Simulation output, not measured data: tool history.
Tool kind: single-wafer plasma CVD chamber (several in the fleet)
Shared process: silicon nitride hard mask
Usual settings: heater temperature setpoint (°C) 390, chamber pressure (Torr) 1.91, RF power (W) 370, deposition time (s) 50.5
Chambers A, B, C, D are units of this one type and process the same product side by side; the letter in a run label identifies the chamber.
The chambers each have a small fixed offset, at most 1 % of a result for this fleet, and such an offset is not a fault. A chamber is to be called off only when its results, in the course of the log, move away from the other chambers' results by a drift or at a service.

run    day  heater temperature setpoint (°C)  chamber pressure (Torr)  RF power (W)  deposition time (s)  read-back reference wafer on the same gauge, thickness_nm  mean film thickness on the monitor wafer (nm)
 1A  0.308                               390                     1.91           370                 50.5                                                     76.006                                         69.840
 2C  0.475                               390                     1.91           370                 50.5                                                     75.990                                         70.511
 3D  0.683                               390                     1.91           370                 50.5                                                     76.044                                         70.708
 4B  0.988                               390                     1.91           370                 50.5                                                     75.993                                         71.018
 5D  1.192                               390                     1.91           370                 50.5                                                     76.013                                         70.545
 6A  1.329                               390                     1.91           370                 50.5                                                     76.007                                         70.317
 7B  1.588                               390                     1.91           370                 50.5                                                     75.978                                         70.842
 8C  1.804                               390                     1.91           370                 50.5                                                     76.038                                         71.106
 9B  2.050                               390                     1.91           370                 50.5                                                     75.981                                         71.086
10D  2.296                               390                     1.91           370                 50.5                                                     75.959                                         70.345
11A  2.604                               390                     1.91           370                 50.5                                                     76.046                                         69.565
12C  2.896                               390                     1.91           370                 50.5                                                     76.066                                         70.981
13C  3.179                               390                     1.91           370                 50.5                                                     75.999                                         70.542
14A  3.454                               390                     1.91           370                 50.5                                                     75.993                                         69.690
15B  3.662                               390                     1.91           370                 50.5                                                     76.012                                         71.240
16D  3.800                               390                     1.91           370                 50.5                                                     76.061                                         70.299
17B  4.083                               390                     1.91           370                 50.5                                                     75.962                                         71.434
18A  4.233                               390                     1.91           370                 50.5                                                     76.033                                         69.671
19C  4.488                               390                     1.91           370                 50.5                                                     76.014                                         70.500
20D  4.629                               390                     1.91           370                 50.5                                                     75.952                                         70.462
21A  4.800                               390                     1.91           370                 50.5                                                     76.004                                         70.099
22C  5.021                               390                     1.91           370                 50.5                                                     75.947                                         70.231
23D  5.208                               390                     1.91           370                 54.4                                                     76.015                                         76.009
24B  5.358                               390                     1.91           370                 54.4                                                     76.076                                         77.703
25A  5.592                               390                     1.91           370                 54.4                                                     76.000                                         74.933
26B  5.792                               390                     1.91           370                 54.4                                                     75.974                                         77.231
27C  6.075                               390                     1.91           370                 50.5                                                     76.015                                         70.552
28D  6.362                               390                     1.91           370                 50.5                                                     76.004                                         70.374
29C  6.646                               390                     1.91           370                 50.5                                                     75.949                                         70.617
30D  6.858                               390                     1.91           370                 50.5                                                     75.996                                         70.220

Each of the 4 chambers runs these same settings next. Fill in every chamber's results:
31A  7.079                               390                     1.91           370                 50.5                                                                                                         ?
31B  7.079                               390                     1.91           370                 50.5                                                                                                         ?
31C  7.079                               390                     1.91           370                 50.5                                                                                                         ?
31D  7.079                               390                     1.91           370                 50.5                                                                                                         ?

run  mean film thickness on the monitor wafer (nm)
31A                                         70.043
31B                                         71.818
31C                                         70.570
31D                                         70.141
